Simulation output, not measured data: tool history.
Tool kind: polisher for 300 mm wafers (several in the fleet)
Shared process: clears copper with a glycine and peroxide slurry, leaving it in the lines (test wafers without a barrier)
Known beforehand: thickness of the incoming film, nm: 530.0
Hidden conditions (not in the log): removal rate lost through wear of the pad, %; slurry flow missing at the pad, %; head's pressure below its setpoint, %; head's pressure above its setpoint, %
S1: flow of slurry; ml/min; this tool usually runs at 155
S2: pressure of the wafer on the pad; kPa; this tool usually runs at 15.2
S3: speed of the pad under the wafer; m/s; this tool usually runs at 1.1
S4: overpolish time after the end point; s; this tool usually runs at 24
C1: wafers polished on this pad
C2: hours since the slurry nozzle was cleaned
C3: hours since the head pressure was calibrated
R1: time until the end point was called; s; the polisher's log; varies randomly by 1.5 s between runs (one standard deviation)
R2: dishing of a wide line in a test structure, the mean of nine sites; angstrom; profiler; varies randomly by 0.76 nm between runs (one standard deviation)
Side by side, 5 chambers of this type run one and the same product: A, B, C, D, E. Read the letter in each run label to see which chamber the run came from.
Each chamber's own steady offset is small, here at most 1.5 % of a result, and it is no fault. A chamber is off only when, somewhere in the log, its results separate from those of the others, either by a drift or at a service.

run,hour,S1,S2,S3,S4,C1,C2,C3,R1,R2
1C,3.6,155,15.2,1.1,24,839,425.3,405.8,100.040,620.82
2E,8.1,155,15.2,1.1,24,695,103.2,1175.1,102.980,631.09
3D,10.6,155,15.2,1.1,24,614,395.9,433.7,102.350,636.34
4A,14.6,155,15.2,1.1,24,788,560.1,612.1,98.718,624.66
5B,16.8,155,10.3,1.1,24,1102,68.9,271.8,134.410,516.97
6D,21.4,155,10.3,1.1,24,704,406.7,444.5,138.460,520.28
# hour 23.3: chamber D: slurry nozzle cleaned
7B,25.3,155,10.3,1.1,24,1173,77.4,280.3,137.140,504.68
8C,28.2,155,10.3,1.1,24,1045,449.9,430.4,138.700,501.74
# hour 28.4: chamber B: worn pad replaced by a new one
9E,32.2,155,10.3,1.1,24,897,127.3,1199.2,135.870,511.45
10A,36.1,155,15.2,1.1,24,968,581.6,633.6,98.172,631.70
11A,39.2,155,15.2,1.1,24,994,584.7,636.7,104.710,634.30
12D,41.5,155,15.2,1.1,24,873,18.3,464.6,100.730,635.25
# hour 43.2: chamber C: worn pad replaced by a new one
13C,43.9,155,15.2,1.1,24,6,465.6,446.1,101.570,629.21
# hour 46.2: chamber D: worn pad replaced by a new one
14B,48.5,155,15.2,1.1,24,168,100.6,303.5,99.754,641.63
15E,51.4,155,15.2,1.1,24,1058,146.5,1218.4,102.250,636.91
16B,54.0,155,15.2,1.1,24,214,106.1,309.0,100.610,636.81
17E,58.4,155,15.2,1.1,24,1117,153.5,1225.4,102.870,641.62
18A,60.6,155,15.2,1.1,24,1174,606.1,658.1,101.140,626.92
19C,63.7,155,15.2,1.1,24,172,485.4,465.9,99.034,632.06
# hour 65.7: chamber A: slurry nozzle cleaned
20D,66.6,155,15.2,1.1,24,171,43.4,489.7,100.750,658.80
21D,71.0,155,15.2,1.1,24,208,47.8,494.1,103.710,639.00
22A,75.3,185,15.2,1.1,24,1297,9.6,672.8,97.217,633.09
23C,78.5,185,15.2,1.1,24,296,500.2,480.7,101.990,637.18
24E,81.7,185,15.2,1.1,24,1312,176.8,1248.7,100.600,651.44
25B,84.4,185,15.2,1.1,24,469,136.5,339.4,99.601,652.72
26D,87.8,185,15.2,1.1,24,349,64.6,510.9,99.214,647.15
# hour 91.3: chamber E: worn pad replaced by a new one
27A,91.3,155,15.2,1.1,24,1431,25.6,688.8,100.610,628.54
# hour 92.9: chamber A: worn pad replaced by a new one
28E,95.0,155,15.2,1.1,24,31,190.1,1262.0,101.820,628.90
29C,99.2,155,15.2,1.1,24,469,520.9,501.4,100.020,623.24
30B,103.7,155,15.2,1.1,24,631,155.8,358.7,97.831,624.35
31C,108.3,155,15.2,1.1,24,546,530.0,510.5,102.330,636.75
32D,110.7,155,15.2,1.1,24,541,87.5,533.8,102.050,621.00
33E,113.9,155,15.2,1.1,24,190,209.0,1280.9,101.780,629.78
34A,116.3,135,15.2,1.1,24,196,50.6,713.8,102.840,617.55
35B,119.5,135,15.2,1.1,24,764,171.6,374.5,99.303,620.98
36A,123.4,135,15.2,1.1,24,255,57.7,720.9,104.160,627.03
37E,125.6,135,15.2,1.1,24,288,220.7,1292.6,105.910,632.21
38B,129.2,135,15.2,1.1,24,845,181.3,384.2,102.970,616.47
39D,131.9,155,15.2,1.1,24,719,108.7,555.0,100.980,634.86
40C,134.2,155,15.2,1.1,24,763,555.9,536.4,101.160,644.07

Which is it: a chamber that has drifted or been left off by a service, a gauge drift common to all chambers, or only each chamber's usual small offset? If a chamber is off, name it and its likeliest cause.

All chambers stay in line apart from their small fixed offsets, and the gauge does not drift.

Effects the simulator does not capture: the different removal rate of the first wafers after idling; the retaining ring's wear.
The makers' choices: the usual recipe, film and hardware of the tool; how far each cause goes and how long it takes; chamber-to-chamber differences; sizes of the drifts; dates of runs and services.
